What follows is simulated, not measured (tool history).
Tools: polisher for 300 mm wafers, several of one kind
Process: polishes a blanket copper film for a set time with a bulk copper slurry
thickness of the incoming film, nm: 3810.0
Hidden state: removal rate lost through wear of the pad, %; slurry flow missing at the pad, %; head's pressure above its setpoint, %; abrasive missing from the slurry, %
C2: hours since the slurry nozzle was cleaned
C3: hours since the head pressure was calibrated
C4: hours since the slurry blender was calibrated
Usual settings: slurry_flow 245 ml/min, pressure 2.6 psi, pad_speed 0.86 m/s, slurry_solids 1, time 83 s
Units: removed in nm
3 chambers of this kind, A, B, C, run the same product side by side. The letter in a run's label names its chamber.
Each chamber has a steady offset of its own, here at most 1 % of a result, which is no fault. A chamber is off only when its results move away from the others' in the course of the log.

run 1B hour=5.2 | slurry_flow=245 pressure=2.6 pad_speed=0.86 slurry_solids=1 time=83 | wafers_polished_on_this_pad=329 C2=206.7 C3=220.7 C4=26.1 | removed=546.51
run 2A hour=8.9 | slurry_flow=245 pressure=2.6 pad_speed=0.86 slurry_solids=1 time=83 | wafers_polished_on_this_pad=1210 C2=55.1 C3=357.5 C4=271.6 | removed=567.51
run 3C hour=14.8 | slurry_flow=245 pressure=2.6 pad_speed=0.86 slurry_solids=1 time=83 | wafers_polished_on_this_pad=317 C2=148.4 C3=225.4 C4=147.5 | removed=573.21
run 4C hour=21.0 | slurry_flow=245 pressure=2.6 pad_speed=0.86 slurry_solids=1 time=83 | wafers_polished_on_this_pad=364 C2=154.6 C3=231.6 C4=153.7 | removed=566.23
run 5B hour=24.2 | slurry_flow=245 pressure=2.6 pad_speed=0.86 slurry_solids=1 time=83 | wafers_polished_on_this_pad=474 C2=225.7 C3=239.7 C4=45.1 | removed=570.30
run 6A hour=28.8 | slurry_flow=245 pressure=2.6 pad_speed=0.86 slurry_solids=1 time=83 | wafers_polished_on_this_pad=1361 C2=75.0 C3=377.4 C4=291.5 | removed=572.27
-- hour=33.6 chamber A: worn pad replaced by a new one
run 7A hour=33.8 | slurry_flow=245 pressure=2.6 pad_speed=0.86 slurry_solids=1 time=83 | wafers_polished_on_this_pad=1 C2=80.0 C3=382.4 C4=296.5 | removed=563.83
run 8C hour=40.3 | slurry_flow=245 pressure=2.6 pad_speed=0.86 slurry_solids=1 time=83 | wafers_polished_on_this_pad=511 C2=173.9 C3=250.9 C4=173.0 | removed=565.50
run 9B hour=45.3 | slurry_flow=245 pressure=2.6 pad_speed=0.86 slurry_solids=1 time=83 | wafers_polished_on_this_pad=635 C2=246.8 C3=260.8 C4=66.2 | removed=553.51
run 10B hour=52.3 | slurry_flow=245 pressure=2.0 pad_speed=0.62 slurry_solids=1 time=83 | wafers_polished_on_this_pad=688 C2=253.8 C3=267.8 C4=73.2 | removed=304.20
-- hour=52.8 chamber B: worn pad replaced by a new one
run 11A hour=58.6 | slurry_flow=245 pressure=2.0 pad_speed=0.62 slurry_solids=1 time=83 | wafers_polished_on_this_pad=191 C2=104.8 C3=407.2 C4=321.3 | removed=312.00
run 12C hour=63.4 | slurry_flow=245 pressure=2.0 pad_speed=0.62 slurry_solids=1 time=83 | wafers_polished_on_this_pad=687 C2=197.0 C3=274.0 C4=196.1 | removed=314.09
run 13B hour=68.2 | slurry_flow=245 pressure=2.6 pad_speed=0.86 slurry_solids=1 time=83 | wafers_polished_on_this_pad=117 C2=269.7 C3=283.7 C4=89.1 | removed=541.31
run 14A hour=72.9 | slurry_flow=245 pressure=2.6 pad_speed=0.86 slurry_solids=1 time=83 | wafers_polished_on_this_pad=300 C2=119.1 C3=421.5 C4=335.6 | removed=562.72
run 15C hour=79.1 | slurry_flow=245 pressure=2.6 pad_speed=0.86 slurry_solids=1 time=83 | wafers_polished_on_this_pad=807 C2=212.7 C3=289.7 C4=211.8 | removed=544.56
run 16C hour=83.2 | slurry_flow=245 pressure=2.6 pad_speed=0.86 slurry_solids=1 time=83 | wafers_polished_on_this_pad=838 C2=216.8 C3=293.8 C4=215.9 | removed=539.82
run 17A hour=86.3 | slurry_flow=245 pressure=2.6 pad_speed=0.86 slurry_solids=1 time=83 | wafers_polished_on_this_pad=402 C2=132.5 C3=434.9 C4=349.0 | removed=549.72
run 18B hour=92.8 | slurry_flow=245 pressure=2.6 pad_speed=0.86 slurry_solids=1 time=83 | wafers_polished_on_this_pad=305 C2=294.3 C3=308.3 C4=113.7 | removed=558.85
run 19C hour=97.6 | slurry_flow=245 pressure=2.6 pad_speed=0.86 slurry_solids=1 time=83 | wafers_polished_on_this_pad=948 C2=231.2 C3=308.2 C4=230.3 | removed=537.78
run 20B hour=103.7 | slurry_flow=245 pressure=2.6 pad_speed=0.86 slurry_solids=1 time=83 | wafers_polished_on_this_pad=388 C2=305.2 C3=319.2 C4=124.6 | removed=556.35
run 21A hour=107.7 | slurry_flow=245 pressure=2.6 pad_speed=0.86 slurry_solids=1 time=108 | wafers_polished_on_this_pad=565 C2=153.9 C3=456.3 C4=370.4 | removed=727.33
run 22A hour=111.6 | slurry_flow=245 pressure=2.6 pad_speed=0.86 slurry_solids=1 time=108 | wafers_polished_on_this_pad=595 C2=157.8 C3=460.2 C4=374.3 | removed=733.48
run 23C hour=118.8 | slurry_flow=245 pressure=2.6 pad_speed=0.86 slurry_solids=1 time=108 | wafers_polished_on_this_pad=1110 C2=252.4 C3=329.4 C4=251.5 | removed=686.97
run 24B hour=123.5 | slurry_flow=245 pressure=2.6 pad_speed=0.86 slurry_solids=1 time=83 | wafers_polished_on_this_pad=539 C2=325.0 C3=339.0 C4=144.4 | removed=553.83
run 25B hour=127.0 | slurry_flow=245 pressure=2.6 pad_speed=0.86 slurry_solids=1 time=83 | wafers_polished_on_this_pad=565 C2=328.5 C3=342.5 C4=147.9 | removed=565.19
run 26A hour=132.0 | slurry_flow=245 pressure=2.6 pad_speed=0.86 slurry_solids=1 time=83 | wafers_polished_on_this_pad=750 C2=178.2 C3=480.6 C4=394.7 | removed=563.53
run 27C hour=136.7 | slurry_flow=245 pressure=2.6 pad_speed=0.86 slurry_solids=1 time=83 | wafers_polished_on_this_pad=1246 C2=270.3 C3=347.3 C4=269.4 | removed=530.97
run 28C hour=142.2 | slurry_flow=245 pressure=2.6 pad_speed=0.86 slurry_solids=1 time=70 | wafers_polished_on_this_pad=1288 C2=275.8 C3=352.8 C4=274.9 | removed=447.33
run 29A hour=147.3 | slurry_flow=245 pressure=2.6 pad_speed=0.86 slurry_solids=1 time=70 | wafers_polished_on_this_pad=867 C2=193.5 C3=495.9 C4=410.0 | removed=471.79
-- hour=151.4 chamber B: slurry nozzle cleaned
run 30B hour=153.4 | slurry_flow=245 pressure=2.6 pad_speed=0.86 slurry_solids=1 time=70 | wafers_polished_on_this_pad=767 C2=2.0 C3=368.9 C4=174.3 | removed=475.68
run 31C hour=157.5 | slurry_flow=245 pressure=3.4 pad_speed=0.86 slurry_solids=1 time=83 | wafers_polished_on_this_pad=1405 C2=291.1 C3=368.1 C4=290.2 | removed=683.53
-- hour=158.6 chamber B: worn pad replaced by a new one
-- hour=159.6 chamber C: head pressure recalibrated
-- hour=159.8 chamber C: slurry blender recalibrated
run 32A hour=162.6 | slurry_flow=245 pressure=3.4 pad_speed=0.86 slurry_solids=1 time=83 | wafers_polished_on_this_pad=983 C2=208.8 C3=511.2 C4=425.3 | removed=725.19
run 33B hour=167.8 | slurry_flow=245 pressure=3.4 pad_speed=0.86 slurry_solids=1 time=83 | wafers_polished_on_this_pad=70 C2=16.4 C3=383.3 C4=188.7 | removed=726.00
-- hour=168.0 chamber A: slurry blender recalibrated
run 34A hour=172.9 | slurry_flow=245 pressure=2.6 pad_speed=0.86 slurry_solids=1 time=83 | wafers_polished_on_this_pad=1062 C2=219.1 C3=521.5 C4=4.9 | removed=573.11
run 35C hour=180.1 | slurry_flow=245 pressure=2.6 pad_speed=0.86 slurry_solids=1 time=83 | wafers_polished_on_this_pad=1577 C2=313.7 C3=20.6 C4=20.3 | removed=519.52
run 36B hour=186.5 | slurry_flow=245 pressure=2.6 pad_speed=0.86 slurry_solids=1 time=83 | wafers_polished_on_this_pad=213 C2=35.1 C3=402.0 C4=207.4 | removed=554.84
run 37B hour=190.7 | slurry_flow=245 pressure=2.6 pad_speed=0.86 slurry_solids=1 time=83 | wafers_polished_on_this_pad=245 C2=39.3 C3=406.2 C4=211.6 | removed=553.59
run 38C hour=194.8 | slurry_flow=245 pressure=2.6 pad_speed=0.86 slurry_solids=1 time=83 | wafers_polished_on_this_pad=1689 C2=328.4 C3=35.3 C4=35.0 | removed=511.88

Next, every chamber runs the same settings. What will each give?
run 39A hour=200.0 | slurry_flow=245 pressure=2.2 pad_speed=0.86 slurry_solids=1 time=83 | removed=?
run 39B hour=200.0 | slurry_flow=245 pressure=2.2 pad_speed=0.86 slurry_solids=1 time=83 | removed=?
run 39C hour=200.0 | slurry_flow=245 pressure=2.2 pad_speed=0.86 slurry_solids=1 time=83 | removed=?

run=39A removed=479.79
run=39B removed=466.69
run=39C removed=415.98
